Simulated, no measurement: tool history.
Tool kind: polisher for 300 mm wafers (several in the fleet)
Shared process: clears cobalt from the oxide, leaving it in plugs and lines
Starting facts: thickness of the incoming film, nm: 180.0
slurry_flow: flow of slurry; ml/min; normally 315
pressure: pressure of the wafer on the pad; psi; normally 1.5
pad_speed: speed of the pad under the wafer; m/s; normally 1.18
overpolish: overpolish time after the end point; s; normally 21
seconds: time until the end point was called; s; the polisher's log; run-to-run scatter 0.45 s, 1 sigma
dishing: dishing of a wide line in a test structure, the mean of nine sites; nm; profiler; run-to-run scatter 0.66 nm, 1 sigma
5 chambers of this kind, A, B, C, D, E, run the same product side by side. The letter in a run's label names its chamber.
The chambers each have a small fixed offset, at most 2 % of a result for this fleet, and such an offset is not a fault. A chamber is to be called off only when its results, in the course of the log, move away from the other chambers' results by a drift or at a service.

run	hour	slurry_flow	pressure	pad_speed	overpolish	seconds	dishing
# hour 11.7: chamber C: slurry nozzle cleaned
1E	13.2	315	1.5	1.18	21	33.006	50.226
# hour 17.7: chamber B: worn pad replaced by a new one
2C	19.3	315	1.5	1.18	21	33.525	50.871
3A	30.4	315	1.5	1.18	21	33.949	52.964
4D	37.1	315	1.5	1.18	21	33.722	50.694
# hour 38.7: chamber E: head pressure recalibrated
5B	47	315	1.5	1.18	21	34.643	50.36
# hour 52.1: chamber C: worn pad replaced by a new one
# hour 54.7: chamber E: slurry nozzle cleaned
6B	59	315	1.5	1.18	21	32.685	50.674
# hour 66.1: chamber A: worn pad replaced by a new one
# hour 67.6: chamber A: slurry nozzle cleaned
# hour 68.9: chamber D: worn pad replaced by a new one
7E	71.6	315	1.5	1.52	21	25.482	52.97
8D	82.8	315	1.5	1.52	21	26.327	54.459
9C	89	315	1.5	1.52	21	25.536	54.657
# hour 98.9: chamber B: worn pad replaced by a new one
10A	101.4	315	1.5	1.52	21	26.12	56.435
11C	111.8	315	1.5	1.52	21	25.643	55.819
12B	118.8	315	1.5	1.18	21	33.789	50.957
13D	125.5	315	1.7	1.18	21	29.068	53.458
# hour 126.4: chamber C: worn pad replaced by a new one
14E	132.1	315	1.7	1.18	21	29.32	52.614
# hour 143.9: chamber A: worn pad replaced by a new one
15A	144.6	315	1.7	1.18	21	29.495	53.484
16B	151.5	315	1.7	1.18	21	30.214	50.942
# hour 154.5: chamber D: worn pad replaced by a new one
17D	162.6	315	1.7	1.18	21	29.36	52.557
# hour 166.2: chamber B: worn pad replaced by a new one
18E	173.2	315	1.5	1.18	21	34.038	50.416
19A	185.4	315	1.5	1.18	21	33.549	50.991
20C	195.9	315	1.5	1.18	21	33.234	50.294
# hour 197.9: chamber B: head pressure recalibrated
# hour 201.8: chamber B: slurry nozzle cleaned
21C	205.8	315	1.5	1.18	21	33.228	51.248
# hour 211.1: chamber A: worn pad replaced by a new one
# hour 212.2: chamber C: worn pad replaced by a new one
22E	215.8	315	1.5	1.18	21	34.041	49.776
23A	229	315	1.5	1.18	21	33.426	52.488
# hour 236: chamber D: worn pad replaced by a new one
24B	238	315	1.5	1.18	21	33.122	50.481
# hour 247.6: chamber B: worn pad replaced by a new one
25D	248	315	1.5	1.18	21	34.299	49.827
26D	254.1	315	1.5	1.18	21	32.768	50.114
# hour 260.7: chamber C: head pressure recalibrated
27E	265.4	315	1.5	1.18	21	35.18	49.77
28B	273.2	315	1.5	1.18	21	34.176	49.46
29A	284.4	280	1.5	1.54	21	26.621	53.814
# hour 291.4: chamber C: worn pad replaced by a new one
# hour 292.2: chamber A: worn pad replaced by a new one
30C	296.4	280	1.5	1.54	21	26.048	54.516
31C	306	280	1.5	1.54	21	25.103	54.446
32D	315.1	280	1.5	1.54	21	26.19	54.141
# hour 316.8: chamber D: worn pad replaced by a new one
33A	322.7	280	1.5	1.54	21	26.133	56.222
# hour 327.4: chamber B: worn pad replaced by a new one
34B	329.2	315	1.5	1.18	21	32.997	49.706
35E	343	315	1.5	1.54	21	28.433	53.456
36B	349.9	315	1.5	1.54	21	25.722	54.397
37D	356.5	315	1.5	1.54	21	25.673	54.866
38E	363.1	315	1.5	1.54	21	27.62	54.304
# hour 365.3: chamber A: worn pad replaced by a new one
# hour 367.1: chamber C: worn pad replaced by a new one
39A	369.1	315	1.5	1.54	21	25.83	54.961
40C	379.7	385	1.5	1.34	21	29.036	54.692

Has any chamber moved away from the others, gradually or after a service, or does the common gauge drift, or do the chambers differ only by their own small steady offsets? State the chamber and the most likely cause if one applies.

It is chamber E that slowly wanders off from its peers.
Likeliest cause: removal rate lost through wear of the pad, % = 11.4.
Not necessarily distinguishable in this log from: head's pressure below its setpoint, %.

Which of the 4 candidates below, each the usual settings with something changed and its results left as question marks, puts chamber E back in line with what the other chambers give on the usual settings?
Maximum distance from the other chambers' mean on the usual settings for a result to count as in line: seconds 1.6 s; dishing 2.3 nm
41E-1	389.7	315	1.4	1.12	20	?	?
41E-2	389.7	315	1.5	1.16	21	?	?
41E-3	389.7	315	1.5	1.2	21	?	?
41E-4	389.7	315	1.6	1.26	21	?	?

Other chambers, usual settings, mean: seconds 33.41 s; dishing 51.009 nm
run	seconds	dishing
41E-1	41.962	44.889
41E-2	37.849	47.87
41E-3	36.606	48.484
41E-4	32.717	50.437
41E-4 is the one that brings the chamber's results back in line with the other chambers.

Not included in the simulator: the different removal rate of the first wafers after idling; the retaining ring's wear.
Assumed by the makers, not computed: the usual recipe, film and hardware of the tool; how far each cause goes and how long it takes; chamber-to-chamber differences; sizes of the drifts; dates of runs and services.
